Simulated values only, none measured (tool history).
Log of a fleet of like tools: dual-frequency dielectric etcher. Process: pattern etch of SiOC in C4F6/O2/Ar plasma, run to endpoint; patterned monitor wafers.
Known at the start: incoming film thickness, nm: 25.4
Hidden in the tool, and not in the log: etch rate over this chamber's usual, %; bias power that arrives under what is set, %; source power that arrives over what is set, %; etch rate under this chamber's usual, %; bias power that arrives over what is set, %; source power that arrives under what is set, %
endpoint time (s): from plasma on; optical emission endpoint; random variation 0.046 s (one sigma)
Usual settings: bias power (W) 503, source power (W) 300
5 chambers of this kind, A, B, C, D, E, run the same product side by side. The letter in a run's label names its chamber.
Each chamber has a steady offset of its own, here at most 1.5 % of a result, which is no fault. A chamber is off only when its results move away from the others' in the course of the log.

| run | hour | bias power (W) | source power (W) | hours since the last wet clean | hours since the last bias power generator calibration | hours since the last source power generator calibration | endpoint time (s) |
|---|---|---|---|---|---|---|---|
| 1D | 3.7 | 503 | 300 | 334.5 | 1893.7 | 952.9 | 9.4382 |
| 2E | 5.8 | 503 | 300 | 308.3 | 1989.5 | 78.2 | 9.4154 |
| 3A | 9.8 | 503 | 300 | 302 | 1191 | 727.4 | 9.3344 |
| 4B | 13.3 | 503 | 300 | 282.1 | 1159.7 | 2730.7 | 9.4521 |
| 5C | 15.8 | 451 | 330 | 192.3 | 863.6 | 558.3 | 9.5331 |
| 6D | 17.9 | 451 | 330 | 348.7 | 1907.9 | 967.1 | 9.5243 |
| 7C | 22.3 | 451 | 330 | 198.8 | 870.1 | 564.8 | 9.5413 |
| 8B | 27 | 451 | 330 | 295.8 | 1173.4 | 2744.4 | 9.5067 |
| 9E | 31.3 | 451 | 330 | 333.8 | 2015 | 103.7 | 9.4688 |
| 10A | 35.5 | 503 | 300 | 327.7 | 1216.7 | 753.1 | 9.3687 |
| 11D | 37.6 | 503 | 300 | 368.4 | 1927.6 | 986.8 | 9.394 |
| 12A | 41.8 | 503 | 300 | 334 | 1223 | 759.4 | 9.4038 |
| 13B | 45 | 503 | 300 | 313.8 | 1191.4 | 2762.4 | 9.3582 |
| 14E | 48.1 | 503 | 300 | 350.6 | 2031.8 | 120.5 | 9.4018 |
| 15C | 51.1 | 503 | 300 | 227.6 | 898.9 | 593.6 | 9.5068 |
| 16E | 55.2 | 503 | 300 | 357.7 | 2038.9 | 127.6 | 9.3779 |
| 17D | 58.8 | 503 | 300 | 389.6 | 1948.8 | 1008 | 9.4158 |
| 18C | 63.4 | 503 | 300 | 239.9 | 911.2 | 605.9 | 9.4975 |
| 19B | 66.2 | 619 | 300 | 335 | 1212.6 | 2783.6 | 8.9122 |
| 20A | 70.7 | 619 | 300 | 362.9 | 1251.9 | 788.3 | 8.679 |
| 21C | 72.9 | 619 | 300 | 249.4 | 920.7 | 615.4 | 8.8423 |
| 22E | 76.7 | 619 | 300 | 379.2 | 2060.4 | 149.1 | 8.6396 |
| 23A | 81.3 | 619 | 300 | 373.5 | 1262.5 | 798.9 | 8.6232 |
| 24D | 84.6 | 503 | 300 | 415.4 | 1974.6 | 1033.8 | 9.4813 |
| 25B | 88.5 | 503 | 300 | 357.3 | 1234.9 | 2805.9 | 9.6851 |
| 26A | 92.8 | 503 | 300 | 385 | 1274 | 810.4 | 9.3553 |
| 27C | 95.2 | 503 | 300 | 271.7 | 943 | 637.7 | 9.502 |
| 28E | 97.8 | 503 | 300 | 400.3 | 2081.5 | 170.2 | 9.3594 |
| 29B | 102.1 | 429 | 300 | 370.9 | 1248.5 | 2819.5 | 10.517 |
| 30D | 104.2 | 429 | 300 | 435 | 1994.2 | 1053.4 | 10.015 |
| 31A | 106.7 | 429 | 300 | 398.9 | 1287.9 | 824.3 | 9.908 |
| 32D | 110.1 | 429 | 300 | 440.9 | 2000.1 | 1059.3 | 10.037 |
| 33E | 114.6 | 429 | 300 | 417.1 | 2098.3 | 187 | 9.8908 |

All 5 chambers run these settings next. Forecast each chamber's results:
| 34A | 118 | 503 | 300 |  |  |  | ? |
| 34B | 118 | 503 | 300 |  |  |  | ? |
| 34C | 118 | 503 | 300 |  |  |  | ? |
| 34D | 118 | 503 | 300 |  |  |  | ? |
| 34E | 118 | 503 | 300 |  |  |  | ? |

| run | endpoint time (s) |
|---|---|
| 34A | 9.4467 |
| 34B | 9.9878 |
| 34C | 9.5468 |
| 34D | 9.4531 |
| 34E | 9.423 |

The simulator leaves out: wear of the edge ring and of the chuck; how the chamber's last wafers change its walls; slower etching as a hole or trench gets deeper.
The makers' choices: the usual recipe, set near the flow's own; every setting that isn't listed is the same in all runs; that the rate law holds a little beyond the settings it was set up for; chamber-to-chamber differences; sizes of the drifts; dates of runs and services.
